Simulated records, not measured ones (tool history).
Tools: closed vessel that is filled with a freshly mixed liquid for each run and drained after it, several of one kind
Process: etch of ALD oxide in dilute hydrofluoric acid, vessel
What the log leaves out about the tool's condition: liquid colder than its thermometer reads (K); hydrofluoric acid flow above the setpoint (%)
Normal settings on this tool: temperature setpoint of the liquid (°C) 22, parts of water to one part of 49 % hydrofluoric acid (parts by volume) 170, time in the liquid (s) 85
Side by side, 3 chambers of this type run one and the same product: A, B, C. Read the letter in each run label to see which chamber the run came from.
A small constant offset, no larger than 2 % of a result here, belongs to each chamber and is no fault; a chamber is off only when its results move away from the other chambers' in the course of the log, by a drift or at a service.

run	hour	temperature setpoint of the liquid (°C)	parts of water to one part of 49 % hydrofluoric acid (parts by volume)	time in the liquid (s)	hours since the thermometer was replaced	hours since the hydrofluoric acid flow meter was replaced	read-back film thickness of the ALD oxide reference wafer, read on the same gauge (nm)	thickness taken off the ALD oxide on a monitor wafer (angstrom)
1B	9.0	22	170	85	1701.6	516.2	30.039	81.761
2A	15.4	22	170	85	1685.9	528.7	29.953	83.495
3C	21.6	22	170	85	806.0	291.6	30.011	82.892
4A	29.3	22	170	85	1699.8	542.6	29.975	83.134
5B	39.1	22	170	85	1731.7	546.3	30.022	82.355
6C	47.1	22	170	85	831.5	317.1	29.975	82.044
7B	53.1	22	170	125	1745.7	560.3	29.956	121.910
8A	60.3	22	170	125	1730.8	573.6	29.967	124.070
9C	69.1	22	170	125	853.5	339.1	30.001	120.310
# hour 74.2: chamber B: thermometer replaced
10B	80.2	22	90	85	6.0	587.4	29.999	168.840
11A	85.5	22	90	85	1756.0	598.8	29.965	173.540
12C	92.3	22	90	85	876.7	362.3	29.983	168.660
13C	98.1	22	170	85	882.5	368.1	29.999	83.503
14B	103.9	22	170	85	29.7	611.1	30.032	83.508
15A	112.7	22	170	85	1783.2	626.0	29.940	84.580
16C	120.7	22	170	85	905.1	390.7	29.985	83.340
17A	128.8	22	170	85	1799.3	642.1	29.937	84.004
18B	139.0	22	170	85	64.8	646.2	29.984	84.049
19B	146.4	22	210	85	72.2	653.6	29.988	65.252
20C	156.3	22	210	85	940.7	426.3	29.990	63.568
21A	162.7	22	210	85	1833.2	676.0	29.986	65.272
22C	169.9	22	170	85	954.3	439.9	29.992	81.576
23B	180.9	22	170	85	106.7	688.1	29.976	83.351
24A	188.1	22	170	85	1858.6	701.4	29.960	82.948
25A	197.1	22	170	85	1867.6	710.4	30.001	83.798
26C	207.4	22	170	85	991.8	477.4	29.971	82.476
27B	216.7	22	170	85	142.5	723.9	29.967	84.164
28B	227.2	22	170	85	153.0	734.4	30.010	85.402
29C	233.6	22	170	85	1018.0	503.6	29.991	81.870
30A	244.5	22	170	85	1915.0	757.8	29.986	84.085
31C	251.8	22	170	85	1036.2	521.8	30.036	83.206
32A	256.8	22	170	85	1927.3	770.1	30.012	84.360

All chambers now run identical settings, listed one chamber a line with results as question marks. What results will each chamber show?
33A	264.7	22	170	85				?
33B	264.7	22	170	85				?
33C	264.7	22	170	85				?

run	thickness taken off the ALD oxide on a monitor wafer (angstrom)
33A	84.039
33B	85.240
33C	83.036
